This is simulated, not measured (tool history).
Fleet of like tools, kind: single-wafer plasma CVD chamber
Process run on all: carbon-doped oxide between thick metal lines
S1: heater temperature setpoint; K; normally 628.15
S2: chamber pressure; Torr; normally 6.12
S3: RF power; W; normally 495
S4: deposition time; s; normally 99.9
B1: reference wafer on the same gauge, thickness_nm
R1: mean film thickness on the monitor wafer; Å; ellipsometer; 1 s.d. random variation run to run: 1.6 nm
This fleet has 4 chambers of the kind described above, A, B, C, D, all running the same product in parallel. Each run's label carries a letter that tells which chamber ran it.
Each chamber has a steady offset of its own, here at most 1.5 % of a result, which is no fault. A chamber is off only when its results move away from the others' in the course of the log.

| run | hour | S1 | S2 | S3 | S4 | B1 | R1 |
|---|---|---|---|---|---|---|---|
| 1D | 15.1 | 628.15 | 6.12 | 495 | 99.9 | 557.44 | 5041.1 |
| 2A | 23.5 | 628.15 | 6.12 | 495 | 99.9 | 557.15 | 5115 |
| 3B | 33.4 | 628.15 | 6.12 | 495 | 99.9 | 557.3 | 5066.9 |
| 4C | 44.8 | 628.15 | 6.12 | 495 | 99.9 | 557.08 | 5044.1 |
| 5A | 52.7 | 628.15 | 6.12 | 495 | 99.9 | 557.16 | 5054.8 |
| 6B | 65.7 | 628.15 | 6.12 | 495 | 99.9 | 557.26 | 5079.8 |
| 7D | 78.1 | 628.15 | 6.12 | 495 | 99.9 | 556.95 | 5008.2 |
| 8C | 91.4 | 619.15 | 4.9 | 495 | 99.9 | 557.18 | 5014.6 |
| 9D | 99.2 | 619.15 | 4.9 | 495 | 99.9 | 557.22 | 5001.5 |
| 10A | 106 | 619.15 | 4.9 | 495 | 99.9 | 557.28 | 5057 |
| 11C | 117.3 | 619.15 | 4.9 | 495 | 99.9 | 556.93 | 5022.5 |
| 12B | 131.2 | 628.15 | 6.12 | 495 | 99.9 | 556.86 | 5056.1 |
| 13B | 142 | 628.15 | 6.12 | 495 | 99.9 | 556.76 | 5032 |
| 14A | 152.9 | 628.15 | 6.12 | 495 | 99.9 | 557.09 | 5048.7 |
| 15D | 164.2 | 628.15 | 6.12 | 495 | 99.9 | 557.3 | 5032.2 |
| 16C | 174.9 | 628.15 | 6.12 | 495 | 99.9 | 556.64 | 5063.1 |
| 17B | 182.6 | 628.15 | 6.12 | 495 | 99.9 | 556.98 | 5046.7 |
|  | 184.9 | chamber C: thermocouple changed; heater temperature recalibrated |
| 18C | 197.2 | 628.15 | 6.12 | 495 | 99.9 | 557.06 | 5024.1 |
| 19A | 206.8 | 628.15 | 6.12 | 495 | 99.9 | 557.08 | 5096.1 |
| 20D | 214.9 | 628.15 | 6.12 | 495 | 99.9 | 556.96 | 5042.8 |
| 21D | 222.7 | 628.15 | 6.12 | 495 | 99.9 | 557.3 | 5008.7 |
| 22A | 237.1 | 628.15 | 6.12 | 495 | 99.9 | 557.27 | 5109.2 |
| 23B | 251.3 | 634.15 | 6.12 | 495 | 99.9 | 557.07 | 4990 |
| 24C | 258.2 | 634.15 | 6.12 | 495 | 99.9 | 557.38 | 4935.9 |
| 25B | 272.6 | 634.15 | 6.12 | 495 | 99.9 | 557.44 | 4989.3 |
| 26A | 284.3 | 634.15 | 6.12 | 495 | 99.9 | 556.82 | 4996.5 |
| 27C | 296.3 | 628.15 | 6.12 | 495 | 99.9 | 556.9 | 4969.2 |
| 28D | 311.1 | 628.15 | 6.12 | 495 | 99.9 | 556.72 | 5011.5 |
|  | 312.4 | chamber C: capacitance manometer re-zeroed and calibrated |
| 29C | 317.6 | 628.15 | 6.12 | 495 | 99.9 | 557.18 | 5004.2 |
|  | 318.1 | chamber D: capacitance manometer re-zeroed and calibrated |
| 30B | 326 | 633.15 | 6.12 | 495 | 80.6 | 557.25 | 4039 |
| 31A | 337.5 | 633.15 | 6.12 | 495 | 80.6 | 556.91 | 4093.7 |
| 32D | 344.1 | 633.15 | 6.12 | 495 | 80.6 | 557.19 | 3995 |
|  | 344.6 | chamber A: capacitance manometer re-zeroed and calibrated |
| 33B | 354.5 | 633.15 | 6.12 | 495 | 80.6 | 557.12 | 4031 |
| 34A | 366.7 | 628.15 | 6.12 | 495 | 99.9 | 556.86 | 5085.9 |
| 35D | 375.2 | 628.15 | 6.12 | 495 | 99.9 | 557.13 | 5027.8 |
| 36C | 390.2 | 628.15 | 5.51 | 410 | 99.9 | 556.89 | 4293.4 |
| 37D | 404.7 | 628.15 | 5.51 | 410 | 99.9 | 556.89 | 4363.6 |
| 38B | 416.6 | 628.15 | 5.51 | 410 | 99.9 | 556.97 | 4396.7 |
| 39C | 423.3 | 628.15 | 5.51 | 410 | 99.9 | 556.7 | 4259.6 |
| 40A | 432.8 | 628.15 | 6.12 | 495 | 99.9 | 557.38 | 5116.2 |

Is one chamber out of step, is the gauge drifting, or do the chambers differ by no more than their own small offsets? For an off chamber, give its letter and the likeliest cause.

Little by little, chamber C moves away from the other chambers.
What lies behind it: delivered RF power below the setpoint (%) = 4.17.

Below are 4 candidate recipes for chamber C's next run, each the usual settings with a change, their results shown as question marks. Which of them brings C's results back in line with what the other chambers give on the usual settings?
In line means no further than this from the other chambers' mean on the usual settings: R1 57 Å
| 41C-1 | 443.6 | 629.15 | 6.12 | 465 | 99.9 |  | ? |
| 41C-2 | 443.6 | 628.15 | 6.14 | 500 | 101.6 |  | ? |
| 41C-3 | 443.6 | 628.15 | 6.06 | 475 | 99.9 |  | ? |
| 41C-4 | 443.6 | 628.15 | 6.12 | 530 | 99.9 |  | ? |

On the usual settings, the other chambers give on average: R1 5057.8 Å
| run | R1 |
|---|---|
| 41C-1 | 4716.1 |
| 41C-2 | 5051.6 |
| 41C-3 | 4798 |
| 41C-4 | 5154.7 |
The answer is 41C-2, which returns the chamber to within the allowed miss of the others.

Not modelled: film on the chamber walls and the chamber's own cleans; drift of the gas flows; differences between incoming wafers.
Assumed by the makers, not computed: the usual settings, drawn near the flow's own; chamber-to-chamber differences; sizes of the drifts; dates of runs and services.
